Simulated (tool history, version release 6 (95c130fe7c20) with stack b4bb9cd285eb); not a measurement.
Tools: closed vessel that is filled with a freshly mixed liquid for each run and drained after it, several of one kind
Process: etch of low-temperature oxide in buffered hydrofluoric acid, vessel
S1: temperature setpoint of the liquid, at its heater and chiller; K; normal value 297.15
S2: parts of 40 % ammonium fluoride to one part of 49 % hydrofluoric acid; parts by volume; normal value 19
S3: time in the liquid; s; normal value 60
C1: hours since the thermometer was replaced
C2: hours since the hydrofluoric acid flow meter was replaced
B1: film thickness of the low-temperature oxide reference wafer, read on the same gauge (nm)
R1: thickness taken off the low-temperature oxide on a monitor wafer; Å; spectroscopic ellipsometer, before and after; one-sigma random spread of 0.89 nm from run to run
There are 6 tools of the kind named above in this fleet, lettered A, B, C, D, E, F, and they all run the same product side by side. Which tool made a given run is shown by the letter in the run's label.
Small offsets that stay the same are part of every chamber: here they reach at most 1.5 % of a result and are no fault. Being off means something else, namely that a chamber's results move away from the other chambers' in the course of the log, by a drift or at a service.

{"run": "1A", "hour": 5.7, "S1": 297.15, "S2": 19, "S3": 60, "C1": 1829.8, "C2": 1370, "B1": 60.007, "R1": 1015.8}
{"run": "2D", "hour": 9.1, "S1": 297.15, "S2": 19, "S3": 60, "C1": 1650, "C2": 73.7, "B1": 60.023, "R1": 1041.2}
{"run": "3C", "hour": 12.0, "S1": 297.15, "S2": 19, "S3": 60, "C1": 1549.5, "C2": 545.8, "B1": 60.024, "R1": 1028.7}
{"run": "4B", "hour": 14.9, "S1": 297.15, "S2": 19, "S3": 60, "C1": 2148.3, "C2": 475.7, "B1": 60.024, "R1": 1039.8}
{"run": "5E", "hour": 17.9, "S1": 297.15, "S2": 19, "S3": 60, "C1": 762.2, "C2": 901.3, "B1": 60.044, "R1": 1035.9}
{"run": "6F", "hour": 22.1, "S1": 297.15, "S2": 19, "S3": 60, "C1": 31.9, "C2": 733.4, "B1": 59.999, "R1": 1044}
{"run": "7D", "hour": 27.2, "S1": 297.15, "S2": 19, "S3": 60, "C1": 1668.1, "C2": 91.8, "B1": 59.989, "R1": 1055.6}
{"run": "8B", "hour": 30.8, "S1": 297.15, "S2": 19, "S3": 60, "C1": 2164.2, "C2": 491.6, "B1": 60.015, "R1": 1032.7}
{"run": "9C", "hour": 36.3, "S1": 297.15, "S2": 19, "S3": 60, "C1": 1573.8, "C2": 570.1, "B1": 59.995, "R1": 1034.8}
{"run": "10A", "hour": 39.5, "S1": 297.15, "S2": 19, "S3": 60, "C1": 1863.6, "C2": 1403.8, "B1": 60.023, "R1": 1035.4}
{"run": "11E", "hour": 45.3, "S1": 297.15, "S2": 19, "S3": 60, "C1": 789.6, "C2": 928.7, "B1": 60.01, "R1": 1019.8}
{"hour": 46.8, "done": "chamber A: thermometer replaced"}
{"run": "12F", "hour": 48.4, "S1": 300.15, "S2": 13, "S3": 60, "C1": 58.2, "C2": 759.7, "B1": 60.005, "R1": 1798}
{"run": "13F", "hour": 52.2, "S1": 300.15, "S2": 13, "S3": 60, "C1": 62, "C2": 763.5, "B1": 59.985, "R1": 1787.2}
{"run": "14C", "hour": 56.8, "S1": 300.15, "S2": 13, "S3": 60, "C1": 1594.3, "C2": 590.6, "B1": 60.012, "R1": 1781.2}
{"run": "15D", "hour": 60.0, "S1": 300.15, "S2": 13, "S3": 60, "C1": 1700.9, "C2": 124.6, "B1": 59.972, "R1": 1753.5}
{"hour": 60.7, "done": "chamber B: thermometer replaced"}
{"run": "16B", "hour": 64.1, "S1": 300.15, "S2": 13, "S3": 60, "C1": 3.4, "C2": 524.9, "B1": 60.016, "R1": 1750.5}
{"run": "17E", "hour": 66.8, "S1": 300.15, "S2": 13, "S3": 60, "C1": 811.1, "C2": 950.2, "B1": 59.98, "R1": 1738.2}
{"run": "18A", "hour": 70.1, "S1": 297.15, "S2": 19, "S3": 60, "C1": 23.4, "C2": 1434.4, "B1": 60.006, "R1": 1042.9}
{"run": "19F", "hour": 73.3, "S1": 297.15, "S2": 19, "S3": 60, "C1": 83.1, "C2": 784.6, "B1": 60.025, "R1": 1042.9}
{"run": "20C", "hour": 76.5, "S1": 297.15, "S2": 19, "S3": 60, "C1": 1614, "C2": 610.3, "B1": 59.995, "R1": 1032.4}
{"run": "21E", "hour": 81.1, "S1": 297.15, "S2": 19, "S3": 60, "C1": 825.4, "C2": 964.5, "B1": 60.002, "R1": 993.42}
{"run": "22B", "hour": 84.3, "S1": 297.15, "S2": 19, "S3": 60, "C1": 23.6, "C2": 545.1, "B1": 60.016, "R1": 1037}
{"run": "23A", "hour": 89.2, "S1": 297.15, "S2": 19, "S3": 60, "C1": 42.5, "C2": 1453.5, "B1": 60.012, "R1": 1028.7}
{"run": "24D", "hour": 94.8, "S1": 297.15, "S2": 19, "S3": 60, "C1": 1735.7, "C2": 159.4, "B1": 59.977, "R1": 1032.4}
{"run": "25E", "hour": 98.7, "S1": 297.15, "S2": 19, "S3": 60, "C1": 843, "C2": 982.1, "B1": 60.012, "R1": 988.85}
{"run": "26F", "hour": 104.4, "S1": 297.15, "S2": 19, "S3": 60, "C1": 114.2, "C2": 815.7, "B1": 59.993, "R1": 1040.6}
{"run": "27A", "hour": 109.7, "S1": 297.15, "S2": 19, "S3": 60, "C1": 63, "C2": 1474, "B1": 59.96, "R1": 1038.5}
{"run": "28D", "hour": 115.6, "S1": 299.65, "S2": 19, "S3": 60, "C1": 1756.5, "C2": 180.2, "B1": 60.038, "R1": 1192.4}
{"run": "29C", "hour": 120.3, "S1": 299.65, "S2": 19, "S3": 60, "C1": 1657.8, "C2": 654.1, "B1": 59.994, "R1": 1162.3}
{"run": "30B", "hour": 124.6, "S1": 299.65, "S2": 19, "S3": 60, "C1": 63.9, "C2": 585.4, "B1": 59.99, "R1": 1182.7}
{"run": "31F", "hour": 129.4, "S1": 299.65, "S2": 19, "S3": 60, "C1": 139.2, "C2": 840.7, "B1": 59.984, "R1": 1205.5}
{"run": "32B", "hour": 135.6, "S1": 299.65, "S2": 19, "S3": 60, "C1": 74.9, "C2": 596.4, "B1": 60.002, "R1": 1184.3}
{"run": "33A", "hour": 138.8, "S1": 299.65, "S2": 19, "S3": 60, "C1": 92.1, "C2": 1503.1, "B1": 60.031, "R1": 1193.9}
{"run": "34D", "hour": 144.6, "S1": 297.15, "S2": 19, "S3": 90, "C1": 1785.5, "C2": 209.2, "B1": 60.011, "R1": 1570.2}
{"run": "35C", "hour": 148.7, "S1": 297.15, "S2": 19, "S3": 90, "C1": 1686.2, "C2": 682.5, "B1": 59.998, "R1": 1548}
{"run": "36E", "hour": 154.4, "S1": 297.15, "S2": 19, "S3": 90, "C1": 898.7, "C2": 1037.8, "B1": 60.006, "R1": 1447.6}
{"run": "37A", "hour": 158.0, "S1": 297.15, "S2": 19, "S3": 90, "C1": 111.3, "C2": 1522.3, "B1": 60.016, "R1": 1547.9}
{"run": "38F", "hour": 161.2, "S1": 297.15, "S2": 19, "S3": 90, "C1": 171, "C2": 872.5, "B1": 60.006, "R1": 1583.2}
{"run": "39E", "hour": 164.4, "S1": 297.15, "S2": 19, "S3": 90, "C1": 908.7, "C2": 1047.8, "B1": 59.993, "R1": 1445.5}
{"run": "40C", "hour": 170.6, "S1": 297.15, "S2": 19, "S3": 60, "C1": 1708.1, "C2": 704.4, "B1": 59.972, "R1": 1036.6}
{"run": "41D", "hour": 173.6, "S1": 297.15, "S2": 19, "S3": 60, "C1": 1814.5, "C2": 238.2, "B1": 60.02, "R1": 1038.6}
{"run": "42B", "hour": 178.2, "S1": 297.15, "S2": 19, "S3": 60, "C1": 117.5, "C2": 639, "B1": 60.009, "R1": 1030.9}

Does one chamber stand apart from the rest, does the shared gauge drift, or is all well apart from small per-chamber offsets? Give the chamber and the most likely cause, where there is one.

One chamber, E, drifts off from the rest bit by bit.
Cause: liquid colder than its thermometer reads (K) = 1.58.
Not necessarily distinguishable in this log from: hydrofluoric acid flow below the setpoint (%).

Chamber E could run next with any of the 4 candidate recipes listed below; each alters the usual settings, and their results appear as question marks. Which one brings its results back in line with what the other chambers deliver on the usual settings?
Allowed miss from the other chambers' usual-settings mean, per result, to count as in line: R1 31 Å
{"run": "43E-1", "hour": 182.7, "S1": 298.65, "S2": 19, "S3": 60, "R1": "?"}
{"run": "43E-2", "hour": 182.7, "S1": 296.65, "S2": 20, "S3": 55, "R1": "?"}
{"run": "43E-3", "hour": 182.7, "S1": 296.65, "S2": 20.5, "S3": 60, "R1": "?"}
{"run": "43E-4", "hour": 182.7, "S1": 297.65, "S2": 18, "S3": 65, "R1": "?"}

Mean of the other chambers on the usual settings: R1 1037.1 Å
run=43E-1 R1=1031.1
run=43E-2 R1=805.63
run=43E-3 R1=863.99
run=43E-4 R1=1115.9
Change 43E-1 lands the chamber within the allowed miss of the other chambers.
